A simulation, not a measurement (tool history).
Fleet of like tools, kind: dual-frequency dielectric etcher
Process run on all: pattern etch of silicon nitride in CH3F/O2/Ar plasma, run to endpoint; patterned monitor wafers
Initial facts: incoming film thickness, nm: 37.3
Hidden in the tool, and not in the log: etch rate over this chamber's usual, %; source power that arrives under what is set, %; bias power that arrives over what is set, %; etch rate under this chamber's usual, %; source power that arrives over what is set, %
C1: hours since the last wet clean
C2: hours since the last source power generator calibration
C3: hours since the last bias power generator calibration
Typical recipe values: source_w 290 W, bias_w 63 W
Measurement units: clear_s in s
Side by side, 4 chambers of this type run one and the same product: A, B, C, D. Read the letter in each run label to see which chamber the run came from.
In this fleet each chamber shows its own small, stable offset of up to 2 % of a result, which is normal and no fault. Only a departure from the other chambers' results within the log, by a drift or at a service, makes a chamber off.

run 1B hour=4.3 | source_w=290 bias_w=63 | C1=253.9 C2=2867.2 C3=3253.3 | clear_s=64.487
run 2A hour=7.5 | source_w=290 bias_w=63 | C1=254.5 C2=796.6 C3=1328.8 | clear_s=64.601
run 3D hour=11.7 | source_w=290 bias_w=63 | C1=291.1 C2=458.7 C3=644 | clear_s=64.873
-- hour=15.3 chamber C: wet clean of the chamber
run 4C hour=18.4 | source_w=290 bias_w=63 | C1=3.2 C2=1315.9 C3=3079.3 | clear_s=64.259
run 5A hour=25 | source_w=290 bias_w=63 | C1=272 C2=814.1 C3=1346.3 | clear_s=63.96
run 6B hour=30.3 | source_w=290 bias_w=63 | C1=279.9 C2=2893.2 C3=3279.3 | clear_s=63.665
run 7D hour=35.3 | source_w=290 bias_w=63 | C1=314.7 C2=482.3 C3=667.6 | clear_s=64.299
run 8C hour=38.5 | source_w=290 bias_w=63 | C1=23.3 C2=1336 C3=3099.4 | clear_s=63.208
run 9B hour=44.2 | source_w=290 bias_w=63 | C1=293.8 C2=2907.1 C3=3293.2 | clear_s=63.581
run 10D hour=47.8 | source_w=290 bias_w=63 | C1=327.2 C2=494.8 C3=680.1 | clear_s=64.998
run 11C hour=53.9 | source_w=290 bias_w=63 | C1=38.7 C2=1351.4 C3=3114.8 | clear_s=63.942
run 12A hour=59 | source_w=290 bias_w=63 | C1=306 C2=848.1 C3=1380.3 | clear_s=64.248
run 13B hour=63.6 | source_w=290 bias_w=63 | C1=313.2 C2=2926.5 C3=3312.6 | clear_s=63.867
run 14D hour=70.3 | source_w=290 bias_w=63 | C1=349.7 C2=517.3 C3=702.6 | clear_s=65.329
run 15C hour=75.3 | source_w=290 bias_w=63 | C1=60.1 C2=1372.8 C3=3136.2 | clear_s=63.352
run 16A hour=80 | source_w=290 bias_w=63 | C1=327 C2=869.1 C3=1401.3 | clear_s=64.094
run 17C hour=86.1 | source_w=290 bias_w=63 | C1=70.9 C2=1383.6 C3=3147 | clear_s=63.968
run 18A hour=89.3 | source_w=290 bias_w=63 | C1=336.3 C2=878.4 C3=1410.6 | clear_s=64.535
run 19B hour=96.3 | source_w=290 bias_w=63 | C1=345.9 C2=2959.2 C3=3345.3 | clear_s=63.971
run 20D hour=100.8 | source_w=290 bias_w=63 | C1=380.2 C2=547.8 C3=733.1 | clear_s=65.244
run 21A hour=105.6 | source_w=290 bias_w=63 | C1=352.6 C2=894.7 C3=1426.9 | clear_s=64.532
run 22B hour=109.8 | source_w=290 bias_w=63 | C1=359.4 C2=2972.7 C3=3358.8 | clear_s=64.052
run 23C hour=113.3 | source_w=290 bias_w=63 | C1=98.1 C2=1410.8 C3=3174.2 | clear_s=63.973
-- hour=114.3 chamber D: wet clean of the chamber
run 24D hour=117.8 | source_w=290 bias_w=63 | C1=3.6 C2=564.8 C3=750.1 | clear_s=68.189
run 25D hour=123.3 | source_w=290 bias_w=63 | C1=9.1 C2=570.3 C3=755.6 | clear_s=68.185
run 26B hour=126.4 | source_w=330 bias_w=63 | C1=376 C2=2989.3 C3=3375.4 | clear_s=61.455
run 27C hour=130.9 | source_w=330 bias_w=63 | C1=115.7 C2=1428.4 C3=3191.8 | clear_s=60.231
run 28A hour=136 | source_w=330 bias_w=63 | C1=383 C2=925.1 C3=1457.3 | clear_s=60.933
run 29D hour=139.4 | source_w=330 bias_w=63 | C1=25.2 C2=586.4 C3=771.7 | clear_s=64.774
run 30B hour=145.9 | source_w=290 bias_w=63 | C1=395.5 C2=3008.8 C3=3394.9 | clear_s=63.39
run 31A hour=150 | source_w=270 bias_w=49 | C1=397 C2=939.1 C3=1471.3 | clear_s=71.507
run 32C hour=156.7 | source_w=270 bias_w=49 | C1=141.5 C2=1454.2 C3=3217.6 | clear_s=71.045
run 33A hour=162.2 | source_w=270 bias_w=49 | C1=409.2 C2=951.3 C3=1483.5 | clear_s=71.258
run 34B hour=168.3 | source_w=270 bias_w=49 | C1=417.9 C2=3031.2 C3=3417.3 | clear_s=71.119
run 35C hour=174.5 | source_w=290 bias_w=63 | C1=159.3 C2=1472 C3=3235.4 | clear_s=64.25
run 36D hour=180.4 | source_w=290 bias_w=63 | C1=66.2 C2=627.4 C3=812.7 | clear_s=68.279
run 37A hour=186.4 | source_w=290 bias_w=63 | C1=433.4 C2=975.5 C3=1507.7 | clear_s=63.721
run 38C hour=193.2 | source_w=290 bias_w=63 | C1=178 C2=1490.7 C3=3254.1 | clear_s=63.457
run 39D hour=198.9 | source_w=290 bias_w=63 | C1=84.7 C2=645.9 C3=831.2 | clear_s=68.332

Which is it: a chamber that has drifted or been left off by a service, a gauge drift common to all chambers, or only each chamber's usual small offset? If a chamber is off, name it and its likeliest cause.

A service left chamber D off against the others.
What lies behind it: etch rate under this chamber's usual, % = 4.97.

Here are 4 candidates for chamber D's next run, each the usual settings with a change, their results left as question marks. Which one brings its results back in line with what the others give on the usual settings?
Maximum distance from the other chambers' mean on the usual settings for a result to count as in line: clear_s 1.2 s
run 40D-1 hour=203.8 | source_w=260 bias_w=58 | clear_s=?
run 40D-2 hour=203.8 | source_w=290 bias_w=58 | clear_s=?
run 40D-3 hour=203.8 | source_w=320 bias_w=68 | clear_s=?
run 40D-4 hour=203.8 | source_w=290 bias_w=68 | clear_s=?

Mean of the other chambers on the usual settings: clear_s 64.032 s
run=40D-1 clear_s=72.952
run=40D-2 clear_s=69.941
run=40D-3 clear_s=63.757
run=40D-4 clear_s=66.202
40D-3 is the one that brings the chamber's results back in line with the other chambers.
